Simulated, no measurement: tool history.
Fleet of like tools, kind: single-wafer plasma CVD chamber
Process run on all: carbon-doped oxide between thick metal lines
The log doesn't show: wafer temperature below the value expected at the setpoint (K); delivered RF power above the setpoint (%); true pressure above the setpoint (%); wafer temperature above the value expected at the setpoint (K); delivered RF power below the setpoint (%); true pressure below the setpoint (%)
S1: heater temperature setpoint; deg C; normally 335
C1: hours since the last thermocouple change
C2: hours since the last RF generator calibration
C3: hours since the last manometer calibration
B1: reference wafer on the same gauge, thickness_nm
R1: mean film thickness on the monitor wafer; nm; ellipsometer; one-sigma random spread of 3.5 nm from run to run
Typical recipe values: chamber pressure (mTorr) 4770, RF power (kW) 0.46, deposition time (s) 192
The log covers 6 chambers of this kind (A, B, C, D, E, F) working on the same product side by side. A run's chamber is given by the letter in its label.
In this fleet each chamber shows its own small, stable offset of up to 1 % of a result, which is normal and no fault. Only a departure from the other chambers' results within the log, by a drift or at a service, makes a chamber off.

{"run": "1C", "hour": 11.0, "S1": 335, "chamber pressure (mTorr)": 4770, "RF power (kW)": 0.46, "deposition time (s)": 192, "C1": 1724.3, "C2": 1076.5, "C3": 779.8, "B1": 909.43, "R1": 951.82}
{"run": "2B", "hour": 20.2, "S1": 335, "chamber pressure (mTorr)": 4770, "RF power (kW)": 0.46, "deposition time (s)": 192, "C1": 1737.4, "C2": 614.3, "C3": 252.1, "B1": 910.22, "R1": 957.91}
{"run": "3E", "hour": 31.7, "S1": 335, "chamber pressure (mTorr)": 4770, "RF power (kW)": 0.46, "deposition time (s)": 192, "C1": 622, "C2": 572.2, "C3": 543.7, "B1": 910.42, "R1": 954.39}
{"run": "4F", "hour": 41.2, "S1": 335, "chamber pressure (mTorr)": 4770, "RF power (kW)": 0.46, "deposition time (s)": 192, "C1": 1200.3, "C2": 1199.7, "C3": 708.1, "B1": 910.37, "R1": 952.26}
{"run": "5D", "hour": 50.3, "S1": 335, "chamber pressure (mTorr)": 4260, "RF power (kW)": 0.46, "deposition time (s)": 192, "C1": 239.2, "C2": 734, "C3": 634.1, "B1": 910.58, "R1": 939.31}
{"run": "6A", "hour": 61.5, "S1": 335, "chamber pressure (mTorr)": 4260, "RF power (kW)": 0.46, "deposition time (s)": 192, "C1": 174.9, "C2": 404.1, "C3": 603.6, "B1": 909.9, "R1": 936.87}
{"run": "7F", "hour": 67.4, "S1": 335, "chamber pressure (mTorr)": 4260, "RF power (kW)": 0.46, "deposition time (s)": 192, "C1": 1226.5, "C2": 1225.9, "C3": 734.3, "B1": 909.29, "R1": 942.04}
{"run": "8E", "hour": 74.2, "S1": 335, "chamber pressure (mTorr)": 4260, "RF power (kW)": 0.46, "deposition time (s)": 192, "C1": 664.5, "C2": 614.7, "C3": 586.2, "B1": 910.56, "R1": 939.66}
{"run": "9D", "hour": 81.8, "S1": 335, "chamber pressure (mTorr)": 4260, "RF power (kW)": 0.46, "deposition time (s)": 192, "C1": 270.7, "C2": 765.5, "C3": 665.6, "B1": 909.51, "R1": 936.4}
{"run": "10A", "hour": 90.2, "S1": 335, "chamber pressure (mTorr)": 4260, "RF power (kW)": 0.46, "deposition time (s)": 192, "C1": 203.6, "C2": 432.8, "C3": 632.3, "B1": 909.67, "R1": 935.41}
{"run": "11B", "hour": 99.8, "S1": 335, "chamber pressure (mTorr)": 4770, "RF power (kW)": 0.46, "deposition time (s)": 192, "C1": 1817, "C2": 693.9, "C3": 331.7, "B1": 910.4, "R1": 955.83}
{"run": "12C", "hour": 106.7, "S1": 335, "chamber pressure (mTorr)": 4770, "RF power (kW)": 0.46, "deposition time (s)": 192, "C1": 1820, "C2": 1172.2, "C3": 875.5, "B1": 910.02, "R1": 949.89}
{"run": "13C", "hour": 113.0, "S1": 335, "chamber pressure (mTorr)": 4770, "RF power (kW)": 0.46, "deposition time (s)": 192, "C1": 1826.3, "C2": 1178.5, "C3": 881.8, "B1": 909.47, "R1": 950.71}
{"run": "14B", "hour": 119.0, "S1": 335, "chamber pressure (mTorr)": 4770, "RF power (kW)": 0.41, "deposition time (s)": 227, "C1": 1836.2, "C2": 713.1, "C3": 350.9, "B1": 909.92, "R1": 1038.6}
{"run": "15D", "hour": 128.9, "S1": 335, "chamber pressure (mTorr)": 4770, "RF power (kW)": 0.41, "deposition time (s)": 227, "C1": 317.8, "C2": 812.6, "C3": 712.7, "B1": 910.58, "R1": 1027.3}
{"run": "16E", "hour": 135.3, "S1": 335, "chamber pressure (mTorr)": 4770, "RF power (kW)": 0.41, "deposition time (s)": 227, "C1": 725.6, "C2": 675.8, "C3": 647.3, "B1": 909.89, "R1": 1041}
{"run": "17F", "hour": 141.0, "S1": 335, "chamber pressure (mTorr)": 4770, "RF power (kW)": 0.41, "deposition time (s)": 227, "C1": 1300.1, "C2": 1299.5, "C3": 807.9, "B1": 909.93, "R1": 1039.5}
{"run": "18A", "hour": 148.0, "S1": 335, "chamber pressure (mTorr)": 4770, "RF power (kW)": 0.41, "deposition time (s)": 227, "C1": 261.4, "C2": 490.6, "C3": 690.1, "B1": 909.94, "R1": 1028.2}
{"hour": 151.0, "done": "chamber C: RF generator calibrated"}
{"run": "19C", "hour": 156.5, "S1": 335, "chamber pressure (mTorr)": 4770, "RF power (kW)": 0.41, "deposition time (s)": 227, "C1": 1869.8, "C2": 5.5, "C3": 925.3, "B1": 909.93, "R1": 1038.4}
{"run": "20A", "hour": 165.7, "S1": 335, "chamber pressure (mTorr)": 4770, "RF power (kW)": 0.46, "deposition time (s)": 192, "C1": 279.1, "C2": 508.3, "C3": 707.8, "B1": 910.1, "R1": 949.91}
{"run": "21E", "hour": 175.0, "S1": 335, "chamber pressure (mTorr)": 4770, "RF power (kW)": 0.46, "deposition time (s)": 192, "C1": 765.3, "C2": 715.5, "C3": 687, "B1": 910.63, "R1": 955.55}
{"run": "22B", "hour": 182.7, "S1": 335, "chamber pressure (mTorr)": 4770, "RF power (kW)": 0.46, "deposition time (s)": 192, "C1": 1899.9, "C2": 776.8, "C3": 414.6, "B1": 910.43, "R1": 959.01}
{"run": "23F", "hour": 188.0, "S1": 335, "chamber pressure (mTorr)": 5500, "RF power (kW)": 0.49, "deposition time (s)": 192, "C1": 1347.1, "C2": 1346.5, "C3": 854.9, "B1": 909.74, "R1": 1006.4}
{"run": "24D", "hour": 194.1, "S1": 335, "chamber pressure (mTorr)": 5500, "RF power (kW)": 0.49, "deposition time (s)": 192, "C1": 383, "C2": 877.8, "C3": 777.9, "B1": 909.69, "R1": 1004.1}
{"run": "25B", "hour": 199.0, "S1": 335, "chamber pressure (mTorr)": 5500, "RF power (kW)": 0.49, "deposition time (s)": 192, "C1": 1916.2, "C2": 793.1, "C3": 430.9, "B1": 910.2, "R1": 1021.7}
{"hour": 204.2, "done": "chamber D: RF generator calibrated"}
{"run": "26A", "hour": 209.4, "S1": 335, "chamber pressure (mTorr)": 5500, "RF power (kW)": 0.49, "deposition time (s)": 192, "C1": 322.8, "C2": 552, "C3": 751.5, "B1": 911.38, "R1": 1011.7}
{"run": "27D", "hour": 220.3, "S1": 335, "chamber pressure (mTorr)": 5500, "RF power (kW)": 0.49, "deposition time (s)": 192, "C1": 409.2, "C2": 16.2, "C3": 804.1, "B1": 909.73, "R1": 1014.8}
{"run": "28E", "hour": 225.9, "S1": 335, "chamber pressure (mTorr)": 5500, "RF power (kW)": 0.49, "deposition time (s)": 192, "C1": 816.2, "C2": 766.4, "C3": 737.9, "B1": 910.3, "R1": 1018.6}
{"run": "29C", "hour": 236.3, "S1": 340, "chamber pressure (mTorr)": 5630, "RF power (kW)": 0.46, "deposition time (s)": 192, "C1": 1949.6, "C2": 85.3, "C3": 1005.1, "B1": 910.04, "R1": 964.69}
{"run": "30F", "hour": 244.1, "S1": 340, "chamber pressure (mTorr)": 5630, "RF power (kW)": 0.46, "deposition time (s)": 192, "C1": 1403.2, "C2": 1402.6, "C3": 911, "B1": 909.46, "R1": 960.39}
{"run": "31B", "hour": 250.2, "S1": 340, "chamber pressure (mTorr)": 5630, "RF power (kW)": 0.46, "deposition time (s)": 192, "C1": 1967.4, "C2": 844.3, "C3": 482.1, "B1": 909.5, "R1": 961.04}
{"run": "32F", "hour": 256.9, "S1": 340, "chamber pressure (mTorr)": 5630, "RF power (kW)": 0.46, "deposition time (s)": 192, "C1": 1416, "C2": 1415.4, "C3": 923.8, "B1": 910.05, "R1": 963.44}
{"run": "33C", "hour": 264.0, "S1": 340, "chamber pressure (mTorr)": 5630, "RF power (kW)": 0.46, "deposition time (s)": 192, "C1": 1977.3, "C2": 113, "C3": 1032.8, "B1": 909.58, "R1": 964.91}
{"run": "34A", "hour": 271.5, "S1": 340, "chamber pressure (mTorr)": 5630, "RF power (kW)": 0.46, "deposition time (s)": 192, "C1": 384.9, "C2": 614.1, "C3": 813.6, "B1": 909.55, "R1": 947.59}
{"run": "35D", "hour": 281.3, "S1": 335, "chamber pressure (mTorr)": 4770, "RF power (kW)": 0.46, "deposition time (s)": 192, "C1": 470.2, "C2": 77.2, "C3": 865.1, "B1": 909.52, "R1": 945.9}
{"run": "36E", "hour": 287.1, "S1": 335, "chamber pressure (mTorr)": 4770, "RF power (kW)": 0.46, "deposition time (s)": 192, "C1": 877.4, "C2": 827.6, "C3": 799.1, "B1": 909.5, "R1": 959.95}
{"run": "37B", "hour": 295.2, "S1": 335, "chamber pressure (mTorr)": 4770, "RF power (kW)": 0.46, "deposition time (s)": 192, "C1": 2012.4, "C2": 889.3, "C3": 527.1, "B1": 909.81, "R1": 955.64}
{"run": "38A", "hour": 302.1, "S1": 335, "chamber pressure (mTorr)": 4770, "RF power (kW)": 0.515, "deposition time (s)": 192, "C1": 415.5, "C2": 644.7, "C3": 844.2, "B1": 909.91, "R1": 1016.7}
{"run": "39F", "hour": 310.9, "S1": 335, "chamber pressure (mTorr)": 4770, "RF power (kW)": 0.515, "deposition time (s)": 192, "C1": 1470, "C2": 1469.4, "C3": 977.8, "B1": 910.51, "R1": 1018.6}
{"run": "40E", "hour": 321.7, "S1": 335, "chamber pressure (mTorr)": 4770, "RF power (kW)": 0.515, "deposition time (s)": 192, "C1": 912, "C2": 862.2, "C3": 833.7, "B1": 910.52, "R1": 1037.6}
{"run": "41C", "hour": 329.7, "S1": 335, "chamber pressure (mTorr)": 4770, "RF power (kW)": 0.515, "deposition time (s)": 192, "C1": 2043, "C2": 178.7, "C3": 1098.5, "B1": 910.04, "R1": 1023.6}
{"run": "42D", "hour": 335.9, "S1": 335, "chamber pressure (mTorr)": 4770, "RF power (kW)": 0.515, "deposition time (s)": 192, "C1": 524.8, "C2": 131.8, "C3": 919.7, "B1": 910.57, "R1": 1020.6}
{"run": "43A", "hour": 343.5, "S1": 335, "chamber pressure (mTorr)": 4770, "RF power (kW)": 0.515, "deposition time (s)": 192, "C1": 456.9, "C2": 686.1, "C3": 885.6, "B1": 910.01, "R1": 1015.4}
{"run": "44D", "hour": 349.0, "S1": 335, "chamber pressure (mTorr)": 4770, "RF power (kW)": 0.46, "deposition time (s)": 192, "C1": 537.9, "C2": 144.9, "C3": 932.8, "B1": 910.41, "R1": 945.43}

Has any chamber moved away from the others, gradually or after a service, or does the common gauge drift, or do the chambers differ only by their own small steady offsets? State the chamber and the most likely cause if one applies.

Beyond each chamber's small constant offset nothing stands out, and the gauge stays steady.
